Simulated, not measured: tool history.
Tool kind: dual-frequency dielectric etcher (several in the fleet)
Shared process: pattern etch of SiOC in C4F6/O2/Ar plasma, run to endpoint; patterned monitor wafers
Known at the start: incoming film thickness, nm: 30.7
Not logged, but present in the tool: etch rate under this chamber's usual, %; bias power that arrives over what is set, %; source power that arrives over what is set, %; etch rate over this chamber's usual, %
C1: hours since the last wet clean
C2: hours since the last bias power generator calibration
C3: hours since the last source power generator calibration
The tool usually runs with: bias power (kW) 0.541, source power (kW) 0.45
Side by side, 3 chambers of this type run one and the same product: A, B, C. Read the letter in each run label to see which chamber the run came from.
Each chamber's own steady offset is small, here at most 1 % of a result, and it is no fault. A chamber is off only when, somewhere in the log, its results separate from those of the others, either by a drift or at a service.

Run 1C, hour 2.4: usual settings; C1 215.3; C2 3336; C3 1289.3. Result: endpoint time (s) 9.4682.
Run 2B, hour 4.8: usual settings; C1 196; C2 864.9; C3 1406.9. Result: endpoint time (s) 9.5631.
Run 3A, hour 9.9: usual settings; C1 269.6; C2 3707.8; C3 983.7. Result: endpoint time (s) 9.6871.
Run 4B, hour 13.7: usual settings; C1 204.9; C2 873.8; C3 1415.8. Result: endpoint time (s) 9.6294.
Run 5A, hour 17.9: usual settings; C1 277.6; C2 3715.8; C3 991.7. Result: endpoint time (s) 9.6532.
Run 6C, hour 22.3: usual settings; C1 235.2; C2 3355.9; C3 1309.2. Result: endpoint time (s) 9.5185.
Run 7C, hour 25.7: usual settings; C1 238.6; C2 3359.3; C3 1312.6. Result: endpoint time (s) 9.4719.
Run 8A, hour 28.9: usual settings but bias power (kW) 0.652, source power (kW) 0.35; C1 288.6; C2 3726.8; C3 1002.7. Result: endpoint time (s) 9.9377.
Run 9B, hour 34.1: usual settings but bias power (kW) 0.652, source power (kW) 0.35; C1 225.3; C2 894.2; C3 1436.2. Result: endpoint time (s) 9.8038.
Run 10A, hour 36.6: usual settings but bias power (kW) 0.652, source power (kW) 0.35; C1 296.3; C2 3734.5; C3 1010.4. Result: endpoint time (s) 9.942.
Run 11C, hour 40.9: usual settings; C1 253.8; C2 3374.5; C3 1327.8. Result: endpoint time (s) 9.4948.
Run 12B, hour 45.9: usual settings; C1 237.1; C2 906; C3 1448. Result: endpoint time (s) 9.5531.
Run 13A, hour 50.9: usual settings; C1 310.6; C2 3748.8; C3 1024.7. Result: endpoint time (s) 9.6941.
Run 14C, hour 55.9: usual settings; C1 268.8; C2 3389.5; C3 1342.8. Result: endpoint time (s) 9.4661.
Run 15B, hour 58.6: usual settings; C1 249.8; C2 918.7; C3 1460.7. Result: endpoint time (s) 9.5559.
Run 16B, hour 63.5: usual settings; C1 254.7; C2 923.6; C3 1465.6. Result: endpoint time (s) 9.5751.
Run 17C, hour 66.4: usual settings; C1 279.3; C2 3400; C3 1353.3. Result: endpoint time (s) 9.522.
Run 18A, hour 71.6: usual settings but bias power (kW) 0.475; C1 331.3; C2 3769.5; C3 1045.4. Result: endpoint time (s) 10.272.
Run 19C, hour 76.9: usual settings but bias power (kW) 0.475; C1 289.8; C2 3410.5; C3 1363.8. Result: endpoint time (s) 9.961.
Run 20A, hour 81.9: usual settings but bias power (kW) 0.475; C1 341.6; C2 3779.8; C3 1055.7. Result: endpoint time (s) 10.318.
Run 21B, hour 86.1: usual settings; C1 277.3; C2 946.2; C3 1488.2. Result: endpoint time (s) 9.5509.
Run 22A, hour 89.5: usual settings; C1 349.2; C2 3787.4; C3 1063.3. Result: endpoint time (s) 9.8538.
Run 23B, hour 92.3: usual settings; C1 283.5; C2 952.4; C3 1494.4. Result: endpoint time (s) 9.5686.
Run 24C, hour 94.9: usual settings; C1 307.8; C2 3428.5; C3 1381.8. Result: endpoint time (s) 9.5087.
Run 25A, hour 99.7: usual settings; C1 359.4; C2 3797.6; C3 1073.5. Result: endpoint time (s) 9.8353.
Run 26C, hour 102.9: usual settings; C1 315.8; C2 3436.5; C3 1389.8. Result: endpoint time (s) 9.5694.
Run 27B, hour 105.3: usual settings; C1 296.5; C2 965.4; C3 1507.4. Result: endpoint time (s) 9.5854.
Run 28C, hour 107.9: usual settings; C1 320.8; C2 3441.5; C3 1394.8. Result: endpoint time (s) 9.4671.
Run 29A, hour 112.1: usual settings; C1 371.8; C2 3810; C3 1085.9. Result: endpoint time (s) 9.945.
Run 30B, hour 116.1: usual settings; C1 307.3; C2 976.2; C3 1518.2. Result: endpoint time (s) 9.6174.
Run 31B, hour 119.3: usual settings; C1 310.5; C2 979.4; C3 1521.4. Result: endpoint time (s) 9.5812.
Run 32A, hour 124.4: usual settings; C1 384.1; C2 3822.3; C3 1098.2. Result: endpoint time (s) 9.9306.
Run 33C, hour 128.2: usual settings; C1 341.1; C2 3461.8; C3 1415.1. Result: endpoint time (s) 9.4784.
Run 34C, hour 132.7: usual settings; C1 345.6; C2 3466.3; C3 1419.6. Result: endpoint time (s) 9.4484.
At hour 132.8: chamber C: wet clean of the chamber.
Run 35B, hour 137.5: usual settings; C1 328.7; C2 997.6; C3 1539.6. Result: endpoint time (s) 9.59.
Run 36A, hour 142.6: usual settings; C1 402.3; C2 3840.5; C3 1116.4. Result: endpoint time (s) 9.8838.
Run 37C, hour 146.5: usual settings; C1 13.7; C2 3480.1; C3 1433.4. Result: endpoint time (s) 9.4919.
Run 38B, hour 148.9: usual settings; C1 340.1; C2 1009; C3 1551. Result: endpoint time (s) 9.5225.
Run 39A, hour 152.9: usual settings; C1 412.6; C2 3850.8; C3 1126.7. Result: endpoint time (s) 9.9858.

Read the log: is a single chamber off, either drifting away or since a service, is the gauge that measures every chamber drifting, or is nothing wrong beyond small per-chamber offsets? Name any odd chamber and what most likely caused it.

One chamber, A, drifts off from the rest bit by bit.
Cause: etch rate under this chamber's usual, % = 3.36.

Here are 4 candidates for chamber A's next run, each the usual settings with a change, their results left as question marks. Which one brings its results back in line with what the others give on the usual settings?
In line means no further than this from the other chambers' mean on the usual settings: endpoint time (s) 0.13
Run 40A-1, hour 156.7: usual settings but source power (kW) 0.4. Result: endpoint time (s) ?.
Run 40A-2, hour 156.7: usual settings but source power (kW) 0.51. Result: endpoint time (s) ?.
Run 40A-3, hour 156.7: usual settings but bias power (kW) 0.526, source power (kW) 0.44. Result: endpoint time (s) ?.
Run 40A-4, hour 156.7: usual settings but bias power (kW) 0.571. Result: endpoint time (s) ?.

On the usual settings, the other chambers give on average: endpoint time (s) 9.5416
  run  endpoint time (s)
40A-1             10.436
40A-2             9.5423
40A-3             10.182
40A-4             9.7949
The right change is 40A-2: it brings the chamber back within the allowed miss of the others.
